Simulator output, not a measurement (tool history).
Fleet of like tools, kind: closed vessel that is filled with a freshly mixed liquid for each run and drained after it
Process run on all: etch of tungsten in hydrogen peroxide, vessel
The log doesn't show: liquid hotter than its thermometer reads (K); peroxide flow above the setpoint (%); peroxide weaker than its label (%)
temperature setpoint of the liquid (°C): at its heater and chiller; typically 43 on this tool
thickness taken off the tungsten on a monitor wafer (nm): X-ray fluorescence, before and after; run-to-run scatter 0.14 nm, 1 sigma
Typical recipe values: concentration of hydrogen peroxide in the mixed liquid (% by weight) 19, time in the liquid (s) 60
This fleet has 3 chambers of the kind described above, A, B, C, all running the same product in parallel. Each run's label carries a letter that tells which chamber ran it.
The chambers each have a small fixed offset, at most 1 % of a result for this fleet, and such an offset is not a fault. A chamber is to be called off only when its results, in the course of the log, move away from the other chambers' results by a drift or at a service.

run   hour  temperature setpoint of the liquid (°C)  concentration of hydrogen peroxide in the mixed liquid (% by weight)  time in the liquid (s)  hours since the thermometer was replaced  hours since the peroxide flow meter was replaced  hours since the drum of peroxide was connected  read-back film thickness of the tungsten reference wafer, read on the same gauge (nm)  thickness taken off the tungsten on a monitor wafer (nm)
 1B    3.0                                       43                                                                    19                      60                                     721.1                                            1411.7                                          1273.3                                                                                 89.988                                                    43.016
 2A    9.5                                       43                                                                    19                      60                                    1611.7                                             460.5                                            69.4                                                                                 89.992                                                    43.471
 3C   16.2                                       43                                                                    19                      60                                    1107.2                                            1414.3                                           214.0                                                                                 90.041                                                    43.047
 4C   19.6                                       43                                                                    19                      60                                    1110.6                                            1417.7                                           217.4                                                                                 89.978                                                    43.401
 5A   24.0                                       43                                                                    19                      60                                    1626.2                                             475.0                                            83.9                                                                                 89.980                                                    43.454
 6B   28.7                                       43                                                                    19                      80                                     746.8                                            1437.4                                          1299.0                                                                                 90.039                                                    57.475
 7C   32.3                                       43                                                                    19                      80                                    1123.3                                            1430.4                                           230.1                                                                                 89.989                                                    57.547
      37.6  -- chamber B: new drum of peroxide connected
 8B   38.5                                       43                                                                    19                      80                                     756.6                                            1447.2                                             0.9                                                                                 89.989                                                    57.456
 9A   43.1                                       43                                                                    19                      60                                    1645.3                                             494.1                                           103.0                                                                                 89.993                                                    43.472
10C   46.8                                       43                                                                    19                      60                                    1137.8                                            1444.9                                           244.6                                                                                 90.002                                                    43.137
11A   50.1                                       43                                                                    19                      60                                    1652.3                                             501.1                                           110.0                                                                                 89.999                                                    43.454
12B   56.2                                       43                                                                    19                      60                                     774.3                                            1464.9                                            18.6                                                                                 90.012                                                    43.227
13C   62.7                                       43                                                                    22                      75                                    1153.7                                            1460.8                                           260.5                                                                                 90.007                                                    58.161
14A   67.9                                       43                                                                    22                      75                                    1670.1                                             518.9                                           127.8                                                                                 90.003                                                    58.330
15B   73.4                                       43                                                                    22                      75                                     791.5                                            1482.1                                            35.8                                                                                 90.001                                                    58.345
16B   79.4                                       43                                                                    19                      60                                     797.5                                            1488.1                                            41.8                                                                                 89.997                                                    43.071
17A   85.1                                       43                                                                    19                      60                                    1687.3                                             536.1                                           145.0                                                                                 90.040                                                    43.384
18C   90.0                                       35                                                                    22                      60                                    1181.0                                            1488.1                                           287.8                                                                                 90.010                                                    27.410
19B   96.7                                       35                                                                    22                      60                                     814.8                                            1505.4                                            59.1                                                                                 89.969                                                    27.239
20A  101.4                                       35                                                                    22                      60                                    1703.6                                             552.4                                           161.3                                                                                 90.008                                                    27.805

The same settings go to every chamber for the next run, one line per chamber below. Forecast the results for each:
21A  106.3                                       43                                                                    19                      85                                                                                                                                                                                                                                                                                            ?
21B  106.3                                       43                                                                    19                      85                                                                                                                                                                                                                                                                                            ?
21C  106.3                                       43                                                                    19                      85                                                                                                                                                                                                                                                                                            ?

run  thickness taken off the tungsten on a monitor wafer (nm)
21A                                                    61.273
21B                                                    60.953
21C                                                    61.416

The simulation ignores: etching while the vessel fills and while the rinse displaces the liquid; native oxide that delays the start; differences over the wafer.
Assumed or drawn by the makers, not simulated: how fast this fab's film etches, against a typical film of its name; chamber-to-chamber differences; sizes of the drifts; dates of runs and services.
